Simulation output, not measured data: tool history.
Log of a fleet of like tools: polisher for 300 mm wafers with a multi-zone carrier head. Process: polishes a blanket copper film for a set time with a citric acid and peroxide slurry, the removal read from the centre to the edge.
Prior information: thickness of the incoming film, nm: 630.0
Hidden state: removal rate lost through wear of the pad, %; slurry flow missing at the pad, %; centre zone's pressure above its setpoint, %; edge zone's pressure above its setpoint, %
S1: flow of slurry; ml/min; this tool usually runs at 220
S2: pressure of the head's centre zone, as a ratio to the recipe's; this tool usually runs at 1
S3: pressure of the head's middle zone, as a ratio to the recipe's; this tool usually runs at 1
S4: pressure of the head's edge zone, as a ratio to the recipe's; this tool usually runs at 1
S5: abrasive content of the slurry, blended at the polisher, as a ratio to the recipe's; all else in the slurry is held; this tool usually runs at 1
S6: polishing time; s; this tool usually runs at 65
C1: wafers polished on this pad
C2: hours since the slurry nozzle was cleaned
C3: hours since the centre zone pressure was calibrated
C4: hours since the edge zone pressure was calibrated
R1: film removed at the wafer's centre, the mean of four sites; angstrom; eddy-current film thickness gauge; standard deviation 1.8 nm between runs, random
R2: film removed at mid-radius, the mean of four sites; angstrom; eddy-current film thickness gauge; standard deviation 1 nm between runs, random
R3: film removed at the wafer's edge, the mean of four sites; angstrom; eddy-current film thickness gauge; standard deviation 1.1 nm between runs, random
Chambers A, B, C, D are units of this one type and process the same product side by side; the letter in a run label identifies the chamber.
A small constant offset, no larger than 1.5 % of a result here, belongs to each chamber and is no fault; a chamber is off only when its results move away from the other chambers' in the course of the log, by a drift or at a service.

Run 1B, hour 3: usual settings; C1 223; C2 223.7; C3 366.5; C4 180.5. Result: R1 1577.1 angstrom, R2 1616.8 angstrom, R3 1638 angstrom.
Run 2C, hour 5.5: usual settings; C1 350; C2 179.1; C3 99.9; C4 988.4. Result: R1 1579.1 angstrom, R2 1581.8 angstrom, R3 1612.2 angstrom.
At hour 7.9: chamber A: worn pad replaced by a new one.
Run 3A, hour 8.8: usual settings; C1 11; C2 132.4; C3 89.1; C4 698.3. Result: R1 1601.7 angstrom, R2 1615.1 angstrom, R3 1617.6 angstrom.
Run 4D, hour 13: usual settings; C1 415; C2 498.4; C3 343.5; C4 148.2. Result: R1 1598.8 angstrom, R2 1589.3 angstrom, R3 1560.8 angstrom.
Run 5A, hour 15.9: usual settings; C1 100; C2 139.5; C3 96.2; C4 705.4. Result: R1 1618.5 angstrom, R2 1619.5 angstrom, R3 1609.7 angstrom.
Run 6B, hour 18.2: usual settings; C1 413; C2 238.9; C3 381.7; C4 195.7. Result: R1 1584.1 angstrom, R2 1602.1 angstrom, R3 1613.9 angstrom.
Run 7C, hour 22.5: usual settings but S2 1.04, S3 1.04; C1 562; C2 196.1; C3 116.9; C4 1005.4. Result: R1 1676.7 angstrom, R2 1654.7 angstrom, R3 1627.4 angstrom.
Run 8D, hour 25: usual settings but S2 1.04, S3 1.04; C1 564; C2 510.4; C3 355.5; C4 160.2. Result: R1 1649.1 angstrom, R2 1626.4 angstrom, R3 1567 angstrom.
Run 9D, hour 27.6: usual settings but S2 1.04, S3 1.04; C1 597; C2 513; C3 358.1; C4 162.8. Result: R1 1604.2 angstrom, R2 1620.8 angstrom, R3 1561.5 angstrom.
Run 10C, hour 30.6: usual settings but S2 1.04, S3 1.04; C1 663; C2 204.2; C3 125; C4 1013.5. Result: R1 1702.7 angstrom, R2 1655 angstrom, R3 1633.3 angstrom.
At hour 32.3: chamber D: slurry nozzle cleaned.
At hour 33.7: chamber B: worn pad replaced by a new one.
Run 11A, hour 34.9: usual settings but S3 1.1, S5 0.75; C1 337; C2 158.5; C3 115.2; C4 724.4. Result: R1 1518.7 angstrom, R2 1645.1 angstrom, R3 1524.9 angstrom.
Run 12B, hour 38: usual settings but S3 1.1, S5 0.75; C1 54; C2 258.7; C3 401.5; C4 215.5. Result: R1 1464.9 angstrom, R2 1662.1 angstrom, R3 1496.8 angstrom.
Run 13D, hour 40.9: usual settings but S3 1.1, S5 0.75; C1 763; C2 8.7; C3 371.4; C4 176.1. Result: R1 1428.7 angstrom, R2 1583.8 angstrom, R3 1457 angstrom.
Run 14A, hour 43.4: usual settings but S3 1.1, S5 0.75; C1 443; C2 167; C3 123.7; C4 732.9. Result: R1 1516.1 angstrom, R2 1652.5 angstrom, R3 1550.2 angstrom.
Run 15B, hour 46.4: usual settings; C1 159; C2 267.1; C3 409.9; C4 223.9. Result: R1 1577.2 angstrom, R2 1582.1 angstrom, R3 1627.4 angstrom.
Run 16C, hour 51.2: usual settings; C1 920; C2 224.8; C3 145.6; C4 1034.1. Result: R1 1605.5 angstrom, R2 1616.5 angstrom, R3 1626.7 angstrom.
Run 17C, hour 55.5: usual settings; C1 974; C2 229.1; C3 149.9; C4 1038.4. Result: R1 1607.9 angstrom, R2 1595.6 angstrom, R3 1616.2 angstrom.
Run 18D, hour 58: usual settings; C1 976; C2 25.8; C3 388.5; C4 193.2. Result: R1 1485.9 angstrom, R2 1508.4 angstrom, R3 1512.1 angstrom.
Run 19A, hour 60.7: usual settings; C1 659; C2 184.3; C3 141; C4 750.2. Result: R1 1606.6 angstrom, R2 1605.3 angstrom, R3 1625 angstrom.
Run 20B, hour 64: usual settings; C1 378; C2 284.7; C3 427.5; C4 241.5. Result: R1 1590.1 angstrom, R2 1610.1 angstrom, R3 1618.2 angstrom.
Run 21A, hour 67.3: usual settings; C1 741; C2 190.9; C3 147.6; C4 756.8. Result: R1 1590.3 angstrom, R2 1588.6 angstrom, R3 1627.5 angstrom.
Run 22B, hour 71.5: usual settings; C1 472; C2 292.2; C3 435; C4 249. Result: R1 1626.8 angstrom, R2 1612.9 angstrom, R3 1619.3 angstrom.
Run 23D, hour 74.2: usual settings; C1 1178; C2 42; C3 404.7; C4 209.4. Result: R1 1492.3 angstrom, R2 1485 angstrom, R3 1465.9 angstrom.
Run 24C, hour 78.3: usual settings; C1 1258; C2 251.9; C3 172.7; C4 1061.2. Result: R1 1613.5 angstrom, R2 1601.8 angstrom, R3 1608.3 angstrom.
Run 25D, hour 82.1: usual settings but S1 285 ml/min, S2 1.05; C1 1277; C2 49.9; C3 412.6; C4 217.3. Result: R1 1592.5 angstrom, R2 1522 angstrom, R3 1512.6 angstrom.
At hour 82.3: chamber C: worn pad replaced by a new one.
At hour 84.1: chamber B: worn pad replaced by a new one.
Run 26B, hour 86.6: usual settings but S1 285 ml/min, S2 1.05; C1 32; C2 307.3; C3 450.1; C4 264.1. Result: R1 1715.4 angstrom, R2 1657.2 angstrom, R3 1630.4 angstrom.
Run 27C, hour 90.6: usual settings but S1 285 ml/min, S2 1.05; C1 103; C2 264.2; C3 185; C4 1073.5. Result: R1 1747.8 angstrom, R2 1649.9 angstrom, R3 1648.2 angstrom.

Which is it: a chamber that has drifted or been left off by a service, a gauge drift common to all chambers, or only each chamber's usual small offset? If a chamber is off, name it and its likeliest cause.

It is chamber D that slowly wanders off from its peers.
Likeliest cause: removal rate lost through wear of the pad, % = 10.1.

Below are 4 candidate recipes for chamber D's next run, each the usual settings with a change, their results shown as question marks. Which of them brings D's results back in line with what the other chambers give on the usual settings?
In-line tolerance around the mean of the other chambers on the usual settings: R1 61 angstrom; R2 36 angstrom; R3 39 angstrom
Run 28D-1, hour 94.2: usual settings but S6 67 s. Result: R1 ?, R2 ?, R3 ?.
Run 28D-2, hour 94.2: usual settings but S3 0.99, S4 1.01, S6 72 s. Result: R1 ?, R2 ?, R3 ?.
Run 28D-3, hour 94.2: usual settings but S3 1.01, S4 0.99, S6 58 s. Result: R1 ?, R2 ?, R3 ?.
Run 28D-4, hour 94.2: usual settings but S6 63 s. Result: R1 ?, R2 ?, R3 ?.

Usual-settings mean across the other chambers: R1 1598.3 angstrom; R2 1602.8 angstrom; R3 1615 angstrom
  run      R1      R2      R3
28D-1  1502.1  1496.7  1483.1
28D-2  1614.1  1593.7  1602.2
28D-3  1300.4  1307.5    1277
28D-4  1412.4  1407.3  1394.6
It is 28D-2 that realigns the chamber with its peers.

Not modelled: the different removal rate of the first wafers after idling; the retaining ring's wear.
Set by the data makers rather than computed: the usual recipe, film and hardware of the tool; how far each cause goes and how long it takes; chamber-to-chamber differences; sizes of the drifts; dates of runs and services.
